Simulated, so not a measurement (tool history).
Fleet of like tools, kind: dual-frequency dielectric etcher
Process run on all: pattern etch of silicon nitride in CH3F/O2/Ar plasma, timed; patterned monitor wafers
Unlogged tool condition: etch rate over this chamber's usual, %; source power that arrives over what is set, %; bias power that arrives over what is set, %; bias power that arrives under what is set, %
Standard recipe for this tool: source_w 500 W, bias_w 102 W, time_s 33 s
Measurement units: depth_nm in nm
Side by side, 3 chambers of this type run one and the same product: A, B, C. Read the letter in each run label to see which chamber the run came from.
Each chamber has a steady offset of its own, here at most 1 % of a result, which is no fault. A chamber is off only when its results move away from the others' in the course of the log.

run   hour  source_w  bias_w  time_s  hours since the last wet clean  hours since the last source power generator calibration  hours since the last bias power generator calibration  read-back reference wafer on the same gauge, depth_nm  depth_nm
 1A    2.7       500     102      33                           346.4                                                      820                                                  374.3                                                 29.884    28.341
 2B    7.1       500     102      33                             502                                                    345.2                                                 2326.8                                                 29.923    28.477
 3C   11.8       500     102      33                           425.4                                                   1651.2                                                 4159.7                                                 29.921    28.104
 4C     14       500     102      33                           427.6                                                   1653.4                                                 4161.9                                                 29.893    28.073
 5A   17.1       500     102      33                           360.8                                                    834.4                                                  388.7                                                 29.894    28.404
 6B     21       500     102      33                           515.9                                                    359.1                                                 2340.7                                                 29.892    28.629
 7C   23.5       500     102      33                           437.1                                                   1662.9                                                 4171.4                                                 29.893    28.217
 8A     26       500     102      33                           369.7                                                    843.3                                                  397.6                                                 29.864    28.248
 9B   28.6       500     102      33                           523.5                                                    366.7                                                 2348.3                                                 29.905    28.528
10A   30.8       500     102      33                           374.5                                                    848.1                                                  402.4                                                 29.905    28.439
11C   35.5       500     102      33                           449.1                                                   1674.9                                                 4183.4                                                 29.894    28.192
12B   38.5       500     102      33                           533.4                                                    376.6                                                 2358.2                                                 29.916     28.45
13B   43.2       500     102      33                           538.1                                                    381.3                                                 2362.9                                                 29.896    28.536
      43.8  -- chamber B: wet clean of the chamber
14A   47.6       500     102      33                           391.3                                                    864.9                                                  419.2                                                 29.908    28.397
15C   52.2       400     124      33                           465.8                                                   1691.6                                                 4200.1                                                 29.885    27.869
16C   54.8       400     124      33                           468.4                                                   1694.2                                                 4202.7                                                 29.894    27.813
17B   57.4       400     124      33                            13.6                                                    395.5                                                 2377.1                                                 29.909    29.602
      58.6  -- chamber C: wet clean of the chamber
18A   60.1       500     102      33                           403.8                                                    877.4                                                  431.7                                                 29.901     28.47
19C   64.8       500     102      33                             6.2                                                   1704.2                                                 4212.7                                                 29.933    27.996
20B   67.4       500     102      33                            23.6                                                    405.5                                                 2387.1                                                  29.91    29.971
21A   72.3       500     102      33                             416                                                    889.6                                                  443.9                                                 29.935    28.316
22B   74.7       500     102      33                            30.9                                                    412.8                                                 2394.4                                                 29.897    29.777
23C   79.5       500     102      33                            20.9                                                   1718.9                                                 4227.4                                                 29.917    28.178
24A   82.6       500     102      33                           426.3                                                    899.9                                                  454.2                                                 29.902    28.292
25B   85.3       500     102      33                            41.5                                                    423.4                                                   2405                                                 29.887    29.883
26A   87.9       500     102      33                           431.6                                                    905.2                                                  459.5                                                 29.918    28.539
27C   91.5       500     102      33                            32.9                                                   1730.9                                                 4239.4                                                 29.859    28.132
28C   94.6       500     102      33                              36                                                     1734                                                 4242.5                                                 29.921    28.116
29B   98.5       500     102      33                            54.7                                                    436.6                                                 2418.2                                                  29.88    29.858
30A  100.7       500     102      33                           444.4                                                      918                                                  472.3                                                 29.913    28.454
31C    105       500     102      33                            46.4                                                   1744.4                                                 4252.9                                                  29.91    28.093
32A  107.8       570     102    25.5                           451.5                                                    925.1                                                  479.4                                                 29.861      22.9
33B  110.8       570     102    25.5                              67                                                    448.9                                                 2430.5                                                 29.916    24.257

One chamber off, gauge drift, or nothing amiss beyond the chambers' own small offsets? If it is a chamber, which one, and what is the likeliest cause?

Chamber B came out of a service off from its peers and stayed that way.
Cause: etch rate over this chamber's usual, % = 4.47.

Which of the 4 candidates below, each the usual settings with something changed and its results left as question marks, puts chamber B back in line with what the other chambers give on the usual settings?
A result is in line if it is within this distance of the other chambers' mean on the usual settings: depth_nm 0.32 nm
34B-1  114.3       490     100      33                                                                                                                                                                                                                ?
34B-2  114.3       490     101    31.5                                                                                                                                                                                                                ?
34B-3  114.3       510     103    34.5                                                                                                                                                                                                                ?
34B-4  114.3       500     102    33.5                                                                                                                                                                                                                ?

Usual-settings mean across the other chambers: depth_nm 28.253 nm
  run  depth_nm
34B-1    29.362
34B-2     28.13
34B-3    31.503
34B-4    30.254
The right change is 34B-2: it brings the chamber back within the allowed miss of the others.
